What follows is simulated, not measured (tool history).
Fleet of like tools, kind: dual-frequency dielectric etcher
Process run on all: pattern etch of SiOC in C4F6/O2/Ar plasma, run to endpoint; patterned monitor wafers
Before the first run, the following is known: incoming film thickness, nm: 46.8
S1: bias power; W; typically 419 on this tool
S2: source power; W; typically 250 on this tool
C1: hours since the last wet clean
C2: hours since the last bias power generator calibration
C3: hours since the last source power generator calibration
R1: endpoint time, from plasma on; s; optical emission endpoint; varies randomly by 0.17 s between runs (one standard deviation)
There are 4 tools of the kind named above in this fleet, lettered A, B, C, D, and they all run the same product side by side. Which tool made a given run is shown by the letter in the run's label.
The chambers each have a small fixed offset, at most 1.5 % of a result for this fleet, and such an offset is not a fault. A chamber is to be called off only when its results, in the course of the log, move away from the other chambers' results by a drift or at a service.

Run 1B, day 0.108: usual settings; C1 311; C2 1583.6; C3 1206.5. Result: R1 20.039 s.
Run 2C, day 0.233: usual settings; C1 210.8; C2 412.4; C3 344. Result: R1 19.808 s.
Run 3A, day 0.358: usual settings; C1 364.3; C2 3541; C3 751. Result: R1 19.976 s.
Run 4D, day 0.546: usual settings; C1 204.9; C2 2599.9; C3 4166. Result: R1 19.808 s.
Run 5C, day 0.75: usual settings; C1 223.2; C2 424.8; C3 356.4. Result: R1 19.66 s.
Run 6D, day 0.958: usual settings; C1 214.8; C2 2609.8; C3 4175.9. Result: R1 20.287 s.
Run 7A, day 1.092: usual settings but S2 280 W; C1 381.9; C2 3558.6; C3 768.6. Result: R1 19.066 s.
Run 8B, day 1.325: usual settings but S2 280 W; C1 340.2; C2 1612.8; C3 1235.7. Result: R1 19.043 s.
Run 9A, day 1.438: usual settings but S2 280 W; C1 390.2; C2 3566.9; C3 776.9. Result: R1 19.251 s.
Run 10C, day 1.662: usual settings but S2 280 W; C1 245.1; C2 446.7; C3 378.3. Result: R1 19.218 s.
Run 11D, day 1.817: usual settings; C1 235.4; C2 2630.4; C3 4196.5. Result: R1 19.772 s.
Run 12B, day 2.012: usual settings; C1 356.7; C2 1629.3; C3 1252.2. Result: R1 20.069 s.
Run 13A, day 2.212: usual settings; C1 408.8; C2 3585.5; C3 795.5. Result: R1 20.167 s.
At day 2.254: chamber B: wet clean of the chamber.
Run 14B, day 2.412: usual settings; C1 3.9; C2 1638.9; C3 1261.8. Result: R1 20.065 s.
Run 15C, day 2.592: usual settings but S1 384 W; C1 267.4; C2 469; C3 400.6. Result: R1 20.309 s.
Run 16D, day 2.804: usual settings but S1 384 W; C1 259.1; C2 2654.1; C3 4220.2. Result: R1 20.595 s.
Run 17A, day 3.029: usual settings but S1 384 W; C1 428.4; C2 3605.1; C3 815.1. Result: R1 20.946 s.
Run 18D, day 3.238: usual settings but S1 384 W; C1 269.5; C2 2664.5; C3 4230.6. Result: R1 20.615 s.
Run 19C, day 3.396: usual settings; C1 286.7; C2 488.3; C3 419.9. Result: R1 19.728 s.
Run 20B, day 3.596: usual settings; C1 32.3; C2 1667.3; C3 1290.2. Result: R1 19.698 s.
Run 21B, day 3.8: usual settings; C1 37.2; C2 1672.2; C3 1295.1. Result: R1 19.782 s.
Run 22D, day 3.996: usual settings; C1 287.7; C2 2682.7; C3 4248.8. Result: R1 19.73 s.
Run 23A, day 4.208: usual settings; C1 456.7; C2 3633.4; C3 843.4. Result: R1 20.503 s.
Run 24C, day 4.333: usual settings but S1 480 W, S2 290 W; C1 309.2; C2 510.8; C3 442.4. Result: R1 17.92 s.
Run 25B, day 4.446: usual settings but S1 480 W, S2 290 W; C1 52.7; C2 1687.7; C3 1310.6. Result: R1 17.952 s.
Run 26D, day 4.575: usual settings but S1 480 W, S2 290 W; C1 301.6; C2 2696.6; C3 4262.7. Result: R1 18.1 s.
Run 27A, day 4.783: usual settings but S1 480 W, S2 290 W; C1 470.5; C2 3647.2; C3 857.2. Result: R1 18.484 s.
Run 28C, day 4.954: usual settings but S1 379 W, S2 220 W; C1 324.1; C2 525.7; C3 457.3. Result: R1 21.434 s.
Run 29D, day 5.133: usual settings but S1 379 W, S2 220 W; C1 315; C2 2710; C3 4276.1. Result: R1 21.688 s.
Run 30C, day 5.342: usual settings but S1 379 W, S2 220 W; C1 333.4; C2 535; C3 466.6. Result: R1 21.261 s.
Run 31B, day 5.579: usual settings but S1 379 W, S2 220 W; C1 79.9; C2 1714.9; C3 1337.8. Result: R1 21.844 s.
Run 32A, day 5.779: usual settings but S1 339 W; C1 494.4; C2 3671.1; C3 881.1. Result: R1 22.182 s.
Run 33C, day 5.958: usual settings but S1 339 W; C1 348.2; C2 549.8; C3 481.4. Result: R1 21.393 s.
Run 34A, day 6.192: usual settings but S1 339 W; C1 504.3; C2 3681; C3 891. Result: R1 22.815 s.
Run 35D, day 6.425: usual settings but S1 339 W; C1 346; C2 2741; C3 4307.1. Result: R1 21.624 s.
Run 36B, day 6.546: usual settings; C1 103.1; C2 1738.1; C3 1361. Result: R1 19.559 s.
Run 37B, day 6.767: usual settings; C1 108.4; C2 1743.4; C3 1366.3. Result: R1 19.821 s.
Run 38D, day 6.929: usual settings; C1 358.1; C2 2753.1; C3 4319.2. Result: R1 20.262 s.
Run 39C, day 7.167: usual settings; C1 377.2; C2 578.8; C3 510.4. Result: R1 19.641 s.

Has any chamber moved away from the others, gradually or after a service, or does the common gauge drift, or do the chambers differ only by their own small steady offsets? State the chamber and the most likely cause if one applies.

It is chamber A that slowly wanders off from its peers.
What lies behind it: etch rate under this chamber's usual, % = 5.29.

Below are 4 candidate recipes for chamber A's next run, each the usual settings with a change, their results shown as question marks. Which of them brings A's results back in line with what the other chambers give on the usual settings?
A result is in line if it is within this distance of the other chambers' mean on the usual settings: R1 0.59 s
Run 40A-1, day 7.346: usual settings but S1 337 W, S2 210 W. Result: R1 ?.
Run 40A-2, day 7.346: usual settings but S2 210 W. Result: R1 ?.
Run 40A-3, day 7.346: usual settings but S1 489 W. Result: R1 ?.
Run 40A-4, day 7.346: usual settings but S1 510 W, S2 300 W. Result: R1 ?.

On the usual settings, the other chambers give on average: R1 19.866 s
  run      R1
40A-1  24.315
40A-2  22.402
40A-3  19.814
40A-4  18.243
The answer is 40A-3, which returns the chamber to within the allowed miss of the others.
